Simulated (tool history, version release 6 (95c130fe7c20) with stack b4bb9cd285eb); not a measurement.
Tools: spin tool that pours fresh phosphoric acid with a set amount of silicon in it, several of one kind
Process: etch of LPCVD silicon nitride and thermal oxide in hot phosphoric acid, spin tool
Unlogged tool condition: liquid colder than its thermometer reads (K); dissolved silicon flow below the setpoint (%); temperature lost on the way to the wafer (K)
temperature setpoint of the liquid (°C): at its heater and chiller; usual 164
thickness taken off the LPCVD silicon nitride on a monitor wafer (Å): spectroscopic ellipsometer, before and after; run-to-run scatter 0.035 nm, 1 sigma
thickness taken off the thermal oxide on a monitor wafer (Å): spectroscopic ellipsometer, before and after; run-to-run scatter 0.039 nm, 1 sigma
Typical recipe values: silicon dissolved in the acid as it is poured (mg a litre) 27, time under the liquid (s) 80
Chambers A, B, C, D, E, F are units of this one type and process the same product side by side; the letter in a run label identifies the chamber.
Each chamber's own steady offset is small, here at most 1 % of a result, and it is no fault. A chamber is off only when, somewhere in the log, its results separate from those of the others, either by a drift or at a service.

run,day,temperature setpoint of the liquid (°C),silicon dissolved in the acid as it is poured (mg a litre),time under the liquid (s),hours since the thermometer was replaced,hours since the dissolved silicon flow meter was replaced,hours since the heated supply line was repaired,"read-back film thickness of the LPCVD silicon nitride reference wafer, read on the same gauge (nm)","read-back film thickness of the thermal oxide reference wafer, read on the same gauge (nm)",thickness taken off the LPCVD silicon nitride on a monitor wafer (Å),thickness taken off the thermal oxide on a monitor wafer (Å)
1F,0.458,164,27,80,1732.5,497,956,109.99,39.999,73.759,1.3252
2C,0.733,164,27,80,1927.2,940.6,711.3,109.99,40.012,74.621,1.0944
3B,1.142,164,27,80,1912.9,284.2,1992.6,110.04,39.958,73.886,1.7414
4A,1.554,164,27,80,967.7,815,202.9,109.99,39.975,74.683,1.7895
5D,2.029,164,27,80,205.1,714.6,3391.8,109.98,40,75.152,2.2051
6E,2.296,164,27,80,2022.1,415.4,1722.7,110,39.987,74.852,1.6876
7D,2.546,164,44.5,100,217.5,727,3404.2,109.98,40.003,93.197,0.79318
8E,2.817,164,44.5,100,2034.6,427.9,1735.2,109.98,39.99,94.142,0.87672
# day 3.054: chamber E: thermometer replaced
9A,3.196,164,44.5,100,1007.1,854.4,242.3,110.01,40.034,93.113,0.83263
10F,3.558,164,44.5,100,1806.9,571.4,1030.4,110.01,40.027,92.636,0.5149
11B,3.883,164,44.5,100,1978.7,350,2058.4,110,40.005,92.997,0.35664
12C,4.317,164,44.5,100,2013.2,1026.6,797.3,110,39.988,92.806,0.95222
13F,4.658,164,27,80,1833.3,597.8,1056.8,109.99,40.023,73.538,1.5272
14C,5.004,164,27,80,2029.7,1043.1,813.8,110,40.031,74.499,1.1484
# day 5.35: chamber C: heated supply line repaired
15A,5.417,164,27,80,1060.4,907.7,295.6,110,39.993,74.25,1.5975
16B,5.792,164,42,80,2024.5,395.8,2104.2,110.02,40.014,73.893,0.76953
17E,6.083,164,42,80,72.7,506.3,1813.6,109.99,39.996,75.116,0.91661
18D,6.45,164,42,80,311.2,820.7,3497.9,110.03,39.966,74.483,0.36226
19D,6.817,164,42,80,320,829.5,3506.7,109.99,39.98,74.523,0.81909
20B,7.292,164,42,80,2060.5,431.8,2140.2,109.99,40.005,74.197,0.63427
21C,7.8,164,42,80,2096.8,1110.2,58.8,110.02,39.998,74.372,0.70244
22A,8.167,164,27,80,1126.4,973.7,361.6,110,40.046,73.806,2.3577
23F,8.55,164,27,80,1926.7,691.2,1150.2,110.01,40.057,74.046,1.5766
24E,9.021,164,27,95,143.2,576.8,1884.1,110,40.008,89.082,2.0736
25B,9.512,164,27,95,2113.8,485.1,2193.5,110,39.993,88.111,2.3535
26E,10.029,164,27,95,167.4,601,1908.3,110,39.957,88.608,2.1617
27A,10.4,164,27,95,1180,1027.3,415.2,109.99,40.036,88.607,2.1291
28F,10.817,164,27,95,1981.1,745.6,1204.6,109.99,40.013,87.332,1.7675
29C,11.221,164,27,95,2178.9,1192.3,140.9,110.02,39.992,88.48,1.2471
30D,11.467,164,27,80,431.6,941.1,3618.3,110,39.985,74.413,1.561
# day 11.558: chamber C: thermometer replaced
31D,11.892,164,27,80,441.8,951.3,3628.5,110.01,39.973,74.347,1.7354
32C,12.371,164,27,80,19.5,1219.9,168.5,110,40.033,74.493,1.0892
33A,12.721,164,27,80,1235.7,1083,470.9,109.99,40.003,74.129,2.045
34B,13.242,164,27,80,2203.3,574.6,2283,110.01,39.994,74.136,1.3764
35F,13.642,164,27,80,2048.9,813.4,1272.4,110.04,40.034,73.999,1.3189
# day 13.925: chamber B: thermometer replaced
36E,14.062,164,27,80,264.2,697.8,2005.1,110.01,39.998,75.063,1.469
37B,14.308,164,27,80,9.3,600.2,2308.6,110.01,40.003,74.761,1.6414

Which is it: a chamber that has drifted or been left off by a service, a gauge drift common to all chambers, or only each chamber's usual small offset? If a chamber is off, name it and its likeliest cause.

Beyond each chamber's small constant offset nothing stands out, and the gauge stays steady.
